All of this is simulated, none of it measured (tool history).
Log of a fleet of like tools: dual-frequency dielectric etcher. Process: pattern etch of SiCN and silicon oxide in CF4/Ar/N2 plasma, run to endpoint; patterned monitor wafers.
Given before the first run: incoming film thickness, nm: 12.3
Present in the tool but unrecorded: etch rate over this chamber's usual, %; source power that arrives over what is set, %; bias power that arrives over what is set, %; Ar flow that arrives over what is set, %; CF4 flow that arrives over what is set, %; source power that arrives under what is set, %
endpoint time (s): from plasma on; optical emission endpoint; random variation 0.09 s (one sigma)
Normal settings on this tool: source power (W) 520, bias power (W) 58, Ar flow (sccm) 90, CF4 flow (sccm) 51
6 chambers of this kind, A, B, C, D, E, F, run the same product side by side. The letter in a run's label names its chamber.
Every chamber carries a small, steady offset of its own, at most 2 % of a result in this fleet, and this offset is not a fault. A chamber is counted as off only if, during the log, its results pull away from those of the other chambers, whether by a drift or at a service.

run	hour	source power (W)	bias power (W)	Ar flow (sccm)	CF4 flow (sccm)	hours since the last wet clean	hours since the last source power generator calibration	hours since the last bias power generator calibration	hours since the last Ar flow controller change	hours since the last CF4 flow controller change	endpoint time (s)
1B	7.7	520	58	90	51	107	1224	395.7	1498.2	2813.1	14.038
2E	20.6	520	58	90	51	293.5	683.4	208.4	1650.4	752.7	14.222
3C	32.1	520	58	90	51	70	1453.4	153.1	591.6	4309.7	13.886
4F	44	520	58	90	51	351.8	3337.3	281.3	387.3	647.6	14.056
5A	53.7	520	58	90	51	120.1	1674.7	1982.7	1268.5	1664.7	13.996
6D	60.7	520	58	90	51	276.4	3712.6	432.9	1028.4	1609.1	13.953
# hour 71.5: chamber F: wet clean of the chamber
7C	71.7	520	58	90	51	109.6	1493	192.7	631.2	4349.3	13.997
8B	82.7	520	58	90	51	182	1299	470.7	1573.2	2888.1	13.782
9F	90	520	58	90	51	18.5	3383.3	327.3	433.3	693.6	14.17
10A	97.6	520	58	90	51	164	1718.6	2026.6	1312.4	1708.6	13.989
11E	109.8	520	58	90	51	382.7	772.6	297.6	1739.6	841.9	14.123
12D	122.2	640	58	74	51	337.9	3774.1	494.4	1089.9	1670.6	11.232
13A	129.1	640	58	74	51	195.5	1750.1	2058.1	1343.9	1740.1	11.209
14E	138.4	640	58	74	51	411.3	801.2	326.2	1768.2	870.5	11.505
15C	144.7	640	58	74	51	182.6	1566	265.7	704.2	4422.3	11.181
16B	151.9	640	58	74	51	251.2	1368.2	539.9	1642.4	2957.3	11.264
17D	164.7	640	58	74	51	380.4	3816.6	536.9	1132.4	1713.1	11.173
18F	174.1	400	49	90	51	102.6	3467.4	411.4	517.4	777.7	18.45
19A	186.8	400	49	90	51	253.2	1807.8	2115.8	1401.6	1797.8	18.294
20E	195.3	400	49	90	51	468.2	858.1	383.1	1825.1	927.4	19.108
21B	207.1	400	49	90	51	306.4	1423.4	595.1	1697.6	3012.5	18.47
22D	216.4	400	49	90	51	432.1	3868.3	588.6	1184.1	1764.8	18.542
23F	223	400	49	90	51	151.5	3516.3	460.3	566.3	826.6	18.548
24C	231.5	520	58	90	51	269.4	1652.8	352.5	791	4509.1	14.035
# hour 232.3: chamber E: wet clean of the chamber
25C	240	520	58	90	51	277.9	1661.3	361	799.5	4517.6	14.123
26B	247.2	520	58	90	51	346.5	1463.5	635.2	1737.7	3052.6	13.96
27F	259.5	520	58	90	51	188	3552.8	496.8	602.8	863.1	13.997
28D	270.3	520	58	90	51	486	3922.2	642.5	1238	1818.7	13.995
29E	279.3	520	58	90	51	47	942.1	467.1	1909.1	1011.4	14.289
30A	289.4	520	58	90	51	355.8	1910.4	2218.4	1504.2	1900.4	13.931
31F	295.5	520	58	90	51	224	3588.8	532.8	638.8	899.1	14.002
32B	307.9	520	58	90	51	407.2	1524.2	695.9	1798.4	3113.3	13.786
33E	315	520	58	90	51	82.7	977.8	502.8	1944.8	1047.1	14.124
34A	325.9	520	58	90	51	392.3	1946.9	2254.9	1540.7	1936.9	14.062
35D	337	520	58	90	51	552.7	3988.9	709.2	1304.7	1885.4	13.991
36C	346.2	520	58	90	47	384.1	1767.5	467.2	905.7	4623.8	14.07
37A	357.2	520	58	90	47	423.6	1978.2	2286.2	1572	1968.2	14.296
# hour 362.5: chamber C: wet clean of the chamber
38E	364.1	520	58	90	47	131.8	1026.9	551.9	1993.9	1096.2	14.411
39F	377.2	520	58	90	47	305.7	3670.5	614.5	720.5	980.8	14.169
40B	386.1	520	58	90	47	485.4	1602.4	774.1	1876.6	3191.5	14.123
# hour 390.3: chamber D: source power generator calibrated
41D	397.7	520	58	90	47	613.4	7.5	769.9	1365.4	1946.1	14.113
# hour 407.2: chamber A: wet clean of the chamber
42C	408.8	520	58	90	51	46.3	1830.1	529.8	968.3	4686.4	14.09
43C	417.1	520	58	90	51	54.6	1838.4	538.1	976.6	4694.7	13.985
44A	424.1	520	58	90	51	16.9	2045.1	2353.1	1638.9	2035.1	14.116

All chambers now run identical settings, listed one chamber a line with results as question marks. What results will each chamber show?
45A	433.6	520	58	81	51						?
45B	433.6	520	58	81	51						?
45C	433.6	520	58	81	51						?
45D	433.6	520	58	81	51						?
45E	433.6	520	58	81	51						?
45F	433.6	520	58	81	51						?

run	endpoint time (s)
45A	13.785
45B	13.563
45C	13.849
45D	13.579
45E	14.06
45F	13.718
